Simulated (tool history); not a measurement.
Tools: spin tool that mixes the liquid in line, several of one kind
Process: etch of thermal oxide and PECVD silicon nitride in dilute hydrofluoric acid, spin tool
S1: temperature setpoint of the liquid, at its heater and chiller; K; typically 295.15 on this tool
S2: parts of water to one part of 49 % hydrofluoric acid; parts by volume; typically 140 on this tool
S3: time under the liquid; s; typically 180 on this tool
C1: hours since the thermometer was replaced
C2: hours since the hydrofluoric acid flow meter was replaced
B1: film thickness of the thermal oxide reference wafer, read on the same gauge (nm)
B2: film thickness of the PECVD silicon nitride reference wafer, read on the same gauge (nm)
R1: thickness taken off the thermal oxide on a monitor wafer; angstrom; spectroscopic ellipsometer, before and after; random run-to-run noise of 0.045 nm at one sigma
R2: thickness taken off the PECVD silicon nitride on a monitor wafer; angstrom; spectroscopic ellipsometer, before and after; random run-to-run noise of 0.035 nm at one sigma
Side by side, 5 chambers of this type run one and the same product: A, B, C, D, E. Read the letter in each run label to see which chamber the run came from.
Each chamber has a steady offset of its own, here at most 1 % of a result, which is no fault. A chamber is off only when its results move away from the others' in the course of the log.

Run 1A, hour 5.2: usual settings; C1 1798.6; C2 178.2; B1 59.984; B2 140.02. Result: R1 53.978 angstrom, R2 20.4650 angstrom.
Run 2D, hour 10.8: usual settings; C1 565.6; C2 1966.2; B1 60.015; B2 140.01. Result: R1 53.788 angstrom, R2 21.1970 angstrom.
Run 3E, hour 16.2: usual settings; C1 1094.6; C2 1270.9; B1 60.005; B2 139.99. Result: R1 54.252 angstrom, R2 20.7060 angstrom.
Run 4B, hour 23.2: usual settings; C1 97.9; C2 372.2; B1 59.990; B2 139.99. Result: R1 53.795 angstrom, R2 20.4510 angstrom.
Run 5C, hour 26.6: usual settings but S2 195 parts by volume, S3 115 s; C1 1003.6; C2 924.0; B1 60.000; B2 140.00. Result: R1 23.225 angstrom, R2 9.8395 angstrom.
At hour 29.2: chamber B: hydrofluoric acid flow meter replaced.
Run 6B, hour 31.2: usual settings but S2 195 parts by volume, S3 115 s; C1 105.9; C2 2.1; B1 60.008; B2 140.03. Result: R1 23.127 angstrom, R2 9.4490 angstrom.
Run 7E, hour 38.3: usual settings but S2 195 parts by volume, S3 115 s; C1 1116.7; C2 1293.0; B1 59.995; B2 139.98. Result: R1 22.897 angstrom, R2 9.6092 angstrom.
Run 8D, hour 43.9: usual settings but S2 195 parts by volume, S3 115 s; C1 598.7; C2 1999.3; B1 59.980; B2 139.99. Result: R1 23.240 angstrom, R2 9.3555 angstrom.
Run 9C, hour 48.1: usual settings but S2 195 parts by volume, S3 115 s; C1 1025.1; C2 945.5; B1 59.985; B2 140.02. Result: R1 23.146 angstrom, R2 9.8457 angstrom.
Run 10A, hour 53.6: usual settings; C1 1847.0; C2 226.6; B1 59.991; B2 139.99. Result: R1 54.253 angstrom, R2 21.0670 angstrom.
Run 11B, hour 61.4: usual settings; C1 136.1; C2 32.3; B1 60.018; B2 139.98. Result: R1 53.831 angstrom, R2 20.8780 angstrom.
Run 12D, hour 69.2: usual settings; C1 624.0; C2 2024.6; B1 60.019; B2 140.02. Result: R1 54.106 angstrom, R2 20.1500 angstrom.
Run 13C, hour 76.6: usual settings; C1 1053.6; C2 974.0; B1 59.991; B2 139.98. Result: R1 53.876 angstrom, R2 20.7800 angstrom.
Run 14A, hour 80.7: usual settings; C1 1874.1; C2 253.7; B1 60.012; B2 139.99. Result: R1 54.430 angstrom, R2 21.2550 angstrom.
Run 15E, hour 85.1: usual settings; C1 1163.5; C2 1339.8; B1 59.987; B2 140.00. Result: R1 53.966 angstrom, R2 20.8870 angstrom.
Run 16D, hour 90.7: usual settings but S1 297.15 K; C1 645.5; C2 2046.1; B1 60.011; B2 139.98. Result: R1 58.364 angstrom, R2 23.2580 angstrom.
Run 17C, hour 96.4: usual settings but S1 297.15 K; C1 1073.4; C2 993.8; B1 60.002; B2 140.01. Result: R1 58.014 angstrom, R2 24.2620 angstrom.
Run 18A, hour 102.6: usual settings but S1 297.15 K; C1 1896.0; C2 275.6; B1 60.007; B2 140.01. Result: R1 58.057 angstrom, R2 23.6240 angstrom.
Run 19B, hour 109.8: usual settings but S1 297.15 K; C1 184.5; C2 80.7; B1 60.006; B2 140.00. Result: R1 57.856 angstrom, R2 23.6310 angstrom.
Run 20E, hour 115.3: usual settings but S1 297.15 K; C1 1193.7; C2 1370.0; B1 59.992; B2 140.01. Result: R1 58.167 angstrom, R2 23.5350 angstrom.
Run 21B, hour 122.3: usual settings; C1 197.0; C2 93.2; B1 59.974; B2 139.99. Result: R1 53.366 angstrom, R2 20.6790 angstrom.
Run 22D, hour 126.7: usual settings; C1 681.5; C2 2082.1; B1 60.010; B2 140.04. Result: R1 53.250 angstrom, R2 20.3590 angstrom.
Run 23E, hour 134.4: usual settings; C1 1212.8; C2 1389.1; B1 60.013; B2 139.94. Result: R1 54.916 angstrom, R2 20.4530 angstrom.
Run 24C, hour 141.5: usual settings; C1 1118.5; C2 1038.9; B1 60.013; B2 140.01. Result: R1 55.991 angstrom, R2 22.1200 angstrom.
Run 25A, hour 148.8: usual settings; C1 1942.2; C2 321.8; B1 59.991; B2 140.01. Result: R1 54.419 angstrom, R2 20.5640 angstrom.
Run 26A, hour 154.7: usual settings; C1 1948.1; C2 327.7; B1 60.025; B2 139.98. Result: R1 54.100 angstrom, R2 20.4400 angstrom.
Run 27E, hour 159.2: usual settings; C1 1237.6; C2 1413.9; B1 60.017; B2 140.00. Result: R1 54.280 angstrom, R2 20.5160 angstrom.
Run 28D, hour 164.5: usual settings; C1 719.3; C2 2119.9; B1 60.000; B2 140.00. Result: R1 52.514 angstrom, R2 20.5900 angstrom.
Run 29C, hour 172.4: usual settings; C1 1149.4; C2 1069.8; B1 60.007; B2 140.00. Result: R1 56.021 angstrom, R2 23.0440 angstrom.
Run 30B, hour 177.7: usual settings; C1 252.4; C2 148.6; B1 59.975; B2 140.00. Result: R1 54.045 angstrom, R2 20.8140 angstrom.
Run 31E, hour 185.8: usual settings but S2 110 parts by volume, S3 100 s; C1 1264.2; C2 1440.5; B1 60.002; B2 140.00. Result: R1 39.510 angstrom, R2 14.6030 angstrom.
Run 32C, hour 193.5: usual settings but S2 110 parts by volume, S3 100 s; C1 1170.5; C2 1090.9; B1 59.999; B2 140.00. Result: R1 41.230 angstrom, R2 16.2800 angstrom.
Run 33B, hour 201.0: usual settings but S2 110 parts by volume, S3 100 s; C1 275.7; C2 171.9; B1 59.994; B2 140.02. Result: R1 39.133 angstrom, R2 14.9850 angstrom.
Run 34A, hour 207.7: usual settings but S2 110 parts by volume, S3 100 s; C1 2001.1; C2 380.7; B1 59.999; B2 140.02. Result: R1 39.324 angstrom, R2 14.4760 angstrom.
Run 35D, hour 215.6: usual settings but S2 110 parts by volume, S3 100 s; C1 770.4; C2 2171.0; B1 59.992; B2 140.03. Result: R1 38.584 angstrom, R2 14.4460 angstrom.
Run 36E, hour 220.0: usual settings; C1 1298.4; C2 1474.7; B1 59.988; B2 139.97. Result: R1 54.150 angstrom, R2 20.3350 angstrom.
Run 37B, hour 224.7: usual settings; C1 299.4; C2 195.6; B1 59.985; B2 139.97. Result: R1 53.526 angstrom, R2 20.4180 angstrom.
Run 38C, hour 228.9: usual settings; C1 1205.9; C2 1126.3; B1 60.006; B2 139.99. Result: R1 58.316 angstrom, R2 23.9420 angstrom.
Run 39A, hour 233.1: usual settings; C1 2026.5; C2 406.1; B1 60.027; B2 140.00. Result: R1 53.723 angstrom, R2 20.1390 angstrom.

All 5 chambers run these settings next. Forecast each chamber's results:
Run 40A, hour 238.8: usual settings. Result: R1 ?, R2 ?.
Run 40B, hour 238.8: usual settings. Result: R1 ?, R2 ?.
Run 40C, hour 238.8: usual settings. Result: R1 ?, R2 ?.
Run 40D, hour 238.8: usual settings. Result: R1 ?, R2 ?.
Run 40E, hour 238.8: usual settings. Result: R1 ?, R2 ?.

run      R1       R2
40A  54.668  20.7700
40B  54.568  20.8230
40C  57.779  24.0570
40D  53.223  20.6940
40E  53.916  20.7770
